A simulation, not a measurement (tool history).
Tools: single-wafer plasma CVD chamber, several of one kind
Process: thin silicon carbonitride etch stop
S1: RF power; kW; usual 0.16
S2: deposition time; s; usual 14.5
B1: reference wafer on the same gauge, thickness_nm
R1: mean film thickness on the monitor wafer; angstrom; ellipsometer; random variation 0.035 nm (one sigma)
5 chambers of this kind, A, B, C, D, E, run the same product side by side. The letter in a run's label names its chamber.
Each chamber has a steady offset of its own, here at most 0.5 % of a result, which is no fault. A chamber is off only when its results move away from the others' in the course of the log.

{"run": "1B", "day": 0.208, "S1": 0.16, "S2": 14.5, "B1": 7.3862, "R1": 76.75}
{"run": "2C", "day": 0.429, "S1": 0.16, "S2": 14.5, "B1": 7.4037, "R1": 76.709}
{"run": "3A", "day": 0.6, "S1": 0.16, "S2": 14.5, "B1": 7.39, "R1": 77.946}
{"run": "4D", "day": 0.871, "S1": 0.16, "S2": 14.5, "B1": 7.3912, "R1": 77.575}
{"run": "5E", "day": 1.054, "S1": 0.185, "S2": 13, "B1": 7.3844, "R1": 72.551}
{"run": "6C", "day": 1.246, "S1": 0.185, "S2": 13, "B1": 7.3898, "R1": 72.154}
{"run": "7A", "day": 1.417, "S1": 0.185, "S2": 13, "B1": 7.3919, "R1": 72.064}
{"run": "8E", "day": 1.625, "S1": 0.185, "S2": 13, "B1": 7.3853, "R1": 72.433}
{"run": "9D", "day": 1.775, "S1": 0.185, "S2": 13, "B1": 7.3822, "R1": 72.362}
{"run": "10B", "day": 1.992, "S1": 0.16, "S2": 14.5, "B1": 7.392, "R1": 77.399}
{"run": "11B", "day": 2.158, "S1": 0.16, "S2": 14.5, "B1": 7.3885, "R1": 76.623}
{"run": "12E", "day": 2.325, "S1": 0.16, "S2": 14.5, "B1": 7.3858, "R1": 77.222}
{"run": "13D", "day": 2.512, "S1": 0.16, "S2": 14.5, "B1": 7.3878, "R1": 77.044}
{"run": "14A", "day": 2.754, "S1": 0.16, "S2": 14.5, "B1": 7.3875, "R1": 77.655}
{"run": "15C", "day": 2.917, "S1": 0.16, "S2": 14.5, "B1": 7.3971, "R1": 77.302}
{"run": "16E", "day": 3.108, "S1": 0.16, "S2": 14.5, "B1": 7.3831, "R1": 76.791}
{"day": 3.288, "done": "chamber B: thermocouple changed; heater temperature recalibrated"}
{"run": "17A", "day": 3.375, "S1": 0.16, "S2": 14.5, "B1": 7.3947, "R1": 77.193}
{"run": "18D", "day": 3.625, "S1": 0.16, "S2": 14.5, "B1": 7.3857, "R1": 77.437}
{"run": "19C", "day": 3.8, "S1": 0.16, "S2": 14.5, "B1": 7.3941, "R1": 77.044}
{"run": "20B", "day": 4.033, "S1": 0.16, "S2": 14.5, "B1": 7.388, "R1": 77}
{"run": "21A", "day": 4.229, "S1": 0.16, "S2": 14.5, "B1": 7.3969, "R1": 77.348}
{"run": "22B", "day": 4.442, "S1": 0.18, "S2": 15.9, "B1": 7.3983, "R1": 87.668}
{"run": "23C", "day": 4.654, "S1": 0.18, "S2": 15.9, "B1": 7.3925, "R1": 87.535}
{"run": "24D", "day": 4.888, "S1": 0.18, "S2": 15.9, "B1": 7.3922, "R1": 87.879}
{"run": "25E", "day": 5.067, "S1": 0.18, "S2": 15.9, "B1": 7.3896, "R1": 87.032}
{"run": "26B", "day": 5.346, "S1": 0.18, "S2": 15.9, "B1": 7.3934, "R1": 88.478}
{"run": "27D", "day": 5.571, "S1": 0.16, "S2": 14.5, "B1": 7.3897, "R1": 77.651}
{"run": "28C", "day": 5.771, "S1": 0.16, "S2": 14.5, "B1": 7.3878, "R1": 77.22}
{"run": "29A", "day": 6.05, "S1": 0.16, "S2": 14.5, "B1": 7.3913, "R1": 77.975}
{"run": "30E", "day": 6.183, "S1": 0.16, "S2": 14.5, "B1": 7.3897, "R1": 76.766}
{"run": "31E", "day": 6.388, "S1": 0.16, "S2": 14.5, "B1": 7.4021, "R1": 76.966}
{"run": "32A", "day": 6.646, "S1": 0.16, "S2": 14.5, "B1": 7.3894, "R1": 77.948}
{"run": "33B", "day": 6.892, "S1": 0.16, "S2": 14.5, "B1": 7.3906, "R1": 77.479}
{"run": "34C", "day": 7.083, "S1": 0.16, "S2": 14.5, "B1": 7.3859, "R1": 77.509}
{"run": "35D", "day": 7.212, "S1": 0.185, "S2": 15.8, "B1": 7.3894, "R1": 88.051}
{"run": "36C", "day": 7.438, "S1": 0.185, "S2": 15.8, "B1": 7.3919, "R1": 87.602}
{"run": "37E", "day": 7.588, "S1": 0.185, "S2": 15.8, "B1": 7.3913, "R1": 88.346}
{"run": "38D", "day": 7.8, "S1": 0.185, "S2": 15.8, "B1": 7.3959, "R1": 87.352}

All 5 chambers run these settings next. Forecast each chamber's results:
{"run": "39A", "day": 8.008, "S1": 0.16, "S2": 14.5, "R1": "?"}
{"run": "39B", "day": 8.008, "S1": 0.16, "S2": 14.5, "R1": "?"}
{"run": "39C", "day": 8.008, "S1": 0.16, "S2": 14.5, "R1": "?"}
{"run": "39D", "day": 8.008, "S1": 0.16, "S2": 14.5, "R1": "?"}
{"run": "39E", "day": 8.008, "S1": 0.16, "S2": 14.5, "R1": "?"}

run=39A R1=77.733
run=39B R1=77.074
run=39C R1=77.293
run=39D R1=77.628
run=39E R1=77.017
